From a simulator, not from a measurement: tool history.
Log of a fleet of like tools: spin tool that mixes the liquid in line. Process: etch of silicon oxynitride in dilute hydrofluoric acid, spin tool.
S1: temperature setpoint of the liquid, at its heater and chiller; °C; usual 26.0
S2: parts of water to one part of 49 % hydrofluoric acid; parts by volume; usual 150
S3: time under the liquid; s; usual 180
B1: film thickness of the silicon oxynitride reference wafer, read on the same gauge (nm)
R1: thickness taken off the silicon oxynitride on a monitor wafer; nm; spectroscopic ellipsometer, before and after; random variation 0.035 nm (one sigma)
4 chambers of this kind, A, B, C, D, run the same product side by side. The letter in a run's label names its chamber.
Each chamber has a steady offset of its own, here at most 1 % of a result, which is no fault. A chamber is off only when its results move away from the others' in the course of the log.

| run | day | S1 | S2 | S3 | B1 | R1 |
|---|---|---|---|---|---|---|
| 1C | 0.417 | 26.0 | 150 | 180 | 59.982 | 3.3365 |
|  | 0.725 | chamber B: thermometer replaced |
| 2A | 0.750 | 26.0 | 150 | 180 | 60.026 | 3.4755 |
| 3D | 1.254 | 26.0 | 150 | 180 | 60.019 | 3.3894 |
| 4B | 1.725 | 26.0 | 150 | 180 | 60.002 | 3.3501 |
| 5D | 2.204 | 26.0 | 150 | 180 | 60.017 | 3.4514 |
| 6A | 2.583 | 26.0 | 150 | 180 | 59.978 | 3.3892 |
| 7C | 2.908 | 26.0 | 150 | 180 | 60.010 | 3.3698 |
| 8B | 3.346 | 26.0 | 150 | 180 | 60.007 | 3.4756 |
| 9A | 3.654 | 26.0 | 150 | 180 | 59.971 | 3.3773 |
| 10B | 4.154 | 26.0 | 150 | 215 | 60.050 | 4.0408 |
| 11D | 4.404 | 26.0 | 150 | 215 | 59.971 | 4.0184 |
| 12C | 4.879 | 26.0 | 150 | 215 | 60.010 | 4.0243 |
| 13D | 5.338 | 26.0 | 150 | 215 | 60.034 | 4.0595 |
| 14A | 5.654 | 26.0 | 150 | 180 | 60.055 | 3.3809 |
| 15C | 6.054 | 26.0 | 200 | 180 | 60.006 | 2.4069 |
| 16B | 6.300 | 26.0 | 200 | 180 | 60.020 | 2.4811 |
| 17A | 6.696 | 26.0 | 200 | 180 | 60.001 | 2.4289 |
| 18C | 6.992 | 26.0 | 200 | 180 | 60.015 | 2.4265 |
| 19B | 7.288 | 26.0 | 150 | 180 | 60.034 | 3.4588 |
| 20D | 7.538 | 26.0 | 150 | 180 | 59.968 | 3.4006 |
| 21C | 7.825 | 26.0 | 150 | 180 | 60.027 | 3.4224 |
| 22D | 8.079 | 26.0 | 150 | 180 | 60.022 | 3.4089 |
| 23B | 8.496 | 24.0 | 80 | 180 | 59.986 | 6.0191 |
| 24A | 8.738 | 24.0 | 80 | 180 | 59.968 | 5.8593 |
| 25D | 9.212 | 24.0 | 80 | 180 | 59.958 | 6.2369 |
| 26B | 9.625 | 24.0 | 80 | 180 | 60.009 | 6.0511 |
| 27A | 10.121 | 26.0 | 150 | 180 | 60.024 | 3.2348 |
| 28C | 10.608 | 26.0 | 150 | 180 | 60.056 | 3.4199 |
| 29D | 10.846 | 26.0 | 150 | 180 | 59.988 | 3.3518 |
| 30A | 11.346 | 26.0 | 150 | 180 | 59.989 | 3.2167 |
| 31C | 11.796 | 26.0 | 150 | 180 | 60.011 | 3.4161 |
| 32B | 12.150 | 26.0 | 150 | 180 | 59.989 | 3.3945 |
| 33B | 12.542 | 26.0 | 150 | 180 | 60.040 | 3.3879 |
| 34D | 12.850 | 26.0 | 150 | 180 | 60.008 | 3.3968 |
| 35C | 13.292 | 26.0 | 150 | 180 | 60.022 | 3.3398 |

Next, every chamber runs the same settings. What will each give?
| 36A | 13.658 | 21.5 | 150 | 180 |  | ? |
| 36B | 13.658 | 21.5 | 150 | 180 |  | ? |
| 36C | 13.658 | 21.5 | 150 | 180 |  | ? |
| 36D | 13.658 | 21.5 | 150 | 180 |  | ? |

| run | R1 |
|---|---|
| 36A | 2.5267 |
| 36B | 2.8263 |
| 36C | 2.7183 |
| 36D | 2.7293 |
